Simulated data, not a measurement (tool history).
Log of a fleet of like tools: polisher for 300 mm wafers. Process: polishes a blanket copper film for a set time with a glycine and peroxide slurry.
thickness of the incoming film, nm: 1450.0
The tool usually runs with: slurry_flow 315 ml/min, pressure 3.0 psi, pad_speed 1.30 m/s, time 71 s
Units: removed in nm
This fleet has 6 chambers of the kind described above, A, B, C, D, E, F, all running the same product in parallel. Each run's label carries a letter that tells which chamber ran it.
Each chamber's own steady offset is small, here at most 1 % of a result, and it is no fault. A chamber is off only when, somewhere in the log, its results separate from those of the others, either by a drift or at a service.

| run | hour | slurry_flow | pressure | pad_speed | time | removed |
|---|---|---|---|---|---|---|
| 1A | 9.1 | 315 | 3.0 | 1.30 | 71 | 526.30 |
| 2F | 18.0 | 315 | 3.0 | 1.30 | 71 | 531.33 |
| 3B | 25.5 | 315 | 3.0 | 1.30 | 71 | 527.10 |
|  | 25.8 | chamber A: worn pad replaced by a new one |
|  | 25.9 | chamber C: slurry nozzle cleaned |
| 4C | 33.6 | 315 | 3.0 | 1.30 | 71 | 531.19 |
| 5D | 43.7 | 315 | 3.0 | 1.48 | 71 | 594.55 |
| 6E | 53.6 | 315 | 3.0 | 1.48 | 71 | 595.10 |
|  | 61.1 | chamber D: worn pad replaced by a new one |
|  | 61.8 | chamber F: worn pad replaced by a new one |
| 7D | 62.9 | 315 | 3.0 | 1.48 | 71 | 592.83 |
|  | 65.3 | chamber B: worn pad replaced by a new one |
| 8C | 71.0 | 315 | 3.0 | 1.48 | 71 | 597.39 |
| 9A | 82.7 | 315 | 3.0 | 1.48 | 71 | 584.27 |
|  | 89.5 | chamber C: worn pad replaced by a new one |
| 10B | 91.3 | 315 | 3.0 | 1.48 | 71 | 581.86 |
|  | 99.3 | chamber C: head pressure recalibrated |
| 11E | 101.1 | 315 | 3.0 | 1.30 | 71 | 524.52 |
| 12F | 113.2 | 315 | 3.0 | 1.30 | 71 | 532.23 |
| 13E | 125.8 | 315 | 3.0 | 1.30 | 71 | 518.36 |
|  | 132.0 | chamber B: worn pad replaced by a new one |
| 14C | 134.4 | 315 | 3.0 | 1.30 | 71 | 532.14 |
|  | 139.8 | chamber A: worn pad replaced by a new one |
| 15D | 140.5 | 315 | 3.0 | 1.30 | 71 | 530.23 |
|  | 143.6 | chamber F: worn pad replaced by a new one |
| 16F | 151.3 | 315 | 3.0 | 1.30 | 71 | 532.70 |
|  | 157.4 | chamber D: worn pad replaced by a new one |
| 17A | 164.6 | 315 | 3.0 | 1.30 | 71 | 532.57 |
|  | 173.7 | chamber D: slurry nozzle cleaned |
| 18B | 177.2 | 315 | 3.0 | 1.30 | 71 | 523.90 |
| 19C | 185.5 | 315 | 2.3 | 1.04 | 71 | 358.75 |
| 20A | 191.3 | 315 | 2.3 | 1.04 | 71 | 351.71 |
| 21E | 201.2 | 315 | 2.3 | 1.04 | 71 | 335.29 |
|  | 211.4 | chamber C: worn pad replaced by a new one |
|  | 211.5 | chamber B: worn pad replaced by a new one |
| 22B | 213.7 | 315 | 2.3 | 1.04 | 71 | 344.28 |
| 23F | 222.0 | 315 | 2.3 | 1.04 | 71 | 350.77 |
|  | 225.6 | chamber F: worn pad replaced by a new one |
| 24D | 229.3 | 315 | 2.3 | 1.04 | 71 | 343.22 |
| 25F | 235.8 | 315 | 3.0 | 1.30 | 71 | 529.60 |
| 26C | 241.9 | 315 | 3.0 | 1.30 | 71 | 530.15 |
| 27A | 253.3 | 315 | 3.0 | 1.30 | 71 | 514.94 |
| 28E | 260.1 | 315 | 3.0 | 1.30 | 95 | 657.73 |
|  | 263.6 | chamber D: worn pad replaced by a new one |
| 29B | 267.1 | 315 | 3.0 | 1.30 | 95 | 691.81 |
|  | 268.6 | chamber A: worn pad replaced by a new one |
| 30D | 273.5 | 315 | 3.0 | 1.30 | 95 | 706.58 |
| 31D | 286.0 | 315 | 3.0 | 1.30 | 95 | 703.86 |
|  | 288.2 | chamber B: worn pad replaced by a new one |
| 32A | 294.0 | 315 | 3.0 | 1.30 | 95 | 703.15 |
| 33C | 303.1 | 315 | 3.0 | 1.30 | 95 | 696.56 |
| 34E | 311.5 | 315 | 3.0 | 1.30 | 71 | 483.59 |
|  | 312.4 | chamber F: worn pad replaced by a new one |
| 35B | 318.3 | 315 | 3.0 | 1.30 | 71 | 523.03 |
| 36F | 327.8 | 315 | 3.0 | 1.04 | 71 | 442.78 |
| 37C | 340.9 | 315 | 3.0 | 1.04 | 71 | 438.52 |
| 38E | 353.4 | 315 | 3.0 | 1.04 | 71 | 395.08 |
| 39A | 363.3 | 315 | 3.0 | 1.04 | 71 | 436.74 |
|  | 366.8 | chamber D: worn pad replaced by a new one |
| 40D | 370.3 | 315 | 3.0 | 1.04 | 71 | 438.27 |
|  | 374.7 | chamber B: worn pad replaced by a new one |
| 41B | 380.7 | 315 | 3.0 | 1.04 | 71 | 431.48 |
|  | 384.5 | chamber F: worn pad replaced by a new one |
| 42F | 387.5 | 315 | 3.0 | 1.30 | 71 | 534.94 |

Which is it: a chamber that has drifted or been left off by a service, a gauge drift common to all chambers, or only each chamber's usual small offset? If a chamber is off, name it and its likeliest cause.

It is chamber E that slowly wanders off from its peers.
Most likely cause: removal rate lost through wear of the pad, % = 10.3.
With only this log, it may be confused with: head's pressure below its setpoint, %.

Chamber E could run next with any of the 4 candidate recipes listed below; each alters the usual settings, and their results appear as question marks. Which one brings its results back in line with what the other chambers deliver on the usual settings?
Allowed miss from the other chambers' usual-settings mean, per result, to count as in line: removed 14.00 nm
| 43E-1 | 397.1 | 315 | 3.0 | 1.38 | 76 | ? |
| 43E-2 | 397.1 | 315 | 3.0 | 1.22 | 67 | ? |
| 43E-3 | 397.1 | 315 | 3.0 | 1.38 | 71 | ? |
| 43E-4 | 397.1 | 315 | 2.9 | 1.26 | 71 | ? |

The mean the other chambers reach with the usual settings: removed 527.24 nm
| run | removed |
|---|---|
| 43E-1 | 529.25 |
| 43E-2 | 419.33 |
| 43E-3 | 494.43 |
| 43E-4 | 443.62 |
43E-1 brings the chamber back in line.
